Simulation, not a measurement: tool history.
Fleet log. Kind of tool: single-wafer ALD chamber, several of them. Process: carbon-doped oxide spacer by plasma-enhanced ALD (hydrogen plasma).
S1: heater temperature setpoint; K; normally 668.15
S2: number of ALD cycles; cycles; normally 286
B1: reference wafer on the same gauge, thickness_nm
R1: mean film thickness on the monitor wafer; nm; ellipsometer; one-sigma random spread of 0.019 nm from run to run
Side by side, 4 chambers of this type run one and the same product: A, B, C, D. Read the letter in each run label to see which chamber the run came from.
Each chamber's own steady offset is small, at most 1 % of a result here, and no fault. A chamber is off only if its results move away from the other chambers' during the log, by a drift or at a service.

Run 1C, day 0.242: usual settings; B1 15.502. Result: R1 14.387 nm.
Run 2D, day 0.454: usual settings; B1 15.507. Result: R1 14.274 nm.
Run 3A, day 0.588: usual settings; B1 15.501. Result: R1 14.225 nm.
Run 4B, day 0.758: usual settings; B1 15.510. Result: R1 14.242 nm.
Run 5B, day 1.000: usual settings; B1 15.509. Result: R1 14.253 nm.
Run 6A, day 1.271: usual settings; B1 15.518. Result: R1 14.265 nm.
Run 7C, day 1.454: usual settings; B1 15.515. Result: R1 14.378 nm.
At day 1.471: chamber D: thermocouple changed; heater temperature recalibrated.
Run 8D, day 1.696: usual settings; B1 15.518. Result: R1 14.310 nm.
Run 9C, day 1.900: usual settings; B1 15.515. Result: R1 14.424 nm.
Run 10B, day 2.054: usual settings; B1 15.522. Result: R1 14.275 nm.
Run 11A, day 2.192: usual settings; B1 15.528. Result: R1 14.260 nm.
Run 12D, day 2.346: usual settings; B1 15.524. Result: R1 14.305 nm.
Run 13B, day 2.517: usual settings; B1 15.521. Result: R1 14.268 nm.
Run 14C, day 2.812: usual settings; B1 15.527. Result: R1 14.441 nm.
Run 15D, day 2.979: usual settings; B1 15.527. Result: R1 14.317 nm.
Run 16A, day 3.196: usual settings; B1 15.528. Result: R1 14.261 nm.
Run 17A, day 3.475: usual settings; B1 15.535. Result: R1 14.301 nm.
Run 18D, day 3.658: usual settings; B1 15.534. Result: R1 14.322 nm.
Run 19C, day 3.938: usual settings; B1 15.539. Result: R1 14.412 nm.
Run 20B, day 4.183: usual settings; B1 15.545. Result: R1 14.284 nm.
Run 21B, day 4.342: usual settings; B1 15.549. Result: R1 14.286 nm.
Run 22D, day 4.612: usual settings; B1 15.552. Result: R1 14.311 nm.
Run 23C, day 4.892: usual settings; B1 15.551. Result: R1 14.421 nm.
Run 24A, day 5.129: usual settings; B1 15.554. Result: R1 14.252 nm.
Run 25C, day 5.304: usual settings; B1 15.554. Result: R1 14.434 nm.
Run 26B, day 5.496: usual settings; B1 15.555. Result: R1 14.302 nm.
Run 27D, day 5.696: usual settings; B1 15.560. Result: R1 14.322 nm.
Run 28A, day 5.908: usual settings; B1 15.567. Result: R1 14.287 nm.
Run 29C, day 6.046: usual settings but S1 677.15 K; B1 15.563. Result: R1 14.160 nm.
Run 30D, day 6.300: usual settings but S1 677.15 K; B1 15.561. Result: R1 14.184 nm.
Run 31B, day 6.442: usual settings but S1 677.15 K; B1 15.563. Result: R1 14.090 nm.
Run 32A, day 6.679: usual settings but S1 677.15 K; B1 15.567. Result: R1 14.117 nm.
Run 33D, day 6.946: usual settings; B1 15.569. Result: R1 14.346 nm.
Run 34C, day 7.208: usual settings; B1 15.573. Result: R1 14.475 nm.
Run 35A, day 7.383: usual settings; B1 15.572. Result: R1 14.328 nm.
Run 36B, day 7.538: usual settings; B1 15.573. Result: R1 14.336 nm.
Run 37D, day 7.833: usual settings; B1 15.580. Result: R1 14.375 nm.
Run 38A, day 8.117: usual settings; B1 15.582. Result: R1 14.279 nm.

Does one chamber stand apart from the rest, does the shared gauge drift, or is all well apart from small per-chamber offsets? Give the chamber and the most likely cause, where there is one.

It is the gauge, not a chamber: its drift shows up in every chamber's results at once, and no chamber is off.
Likeliest cause: gauge reads high (%) = 0.547.

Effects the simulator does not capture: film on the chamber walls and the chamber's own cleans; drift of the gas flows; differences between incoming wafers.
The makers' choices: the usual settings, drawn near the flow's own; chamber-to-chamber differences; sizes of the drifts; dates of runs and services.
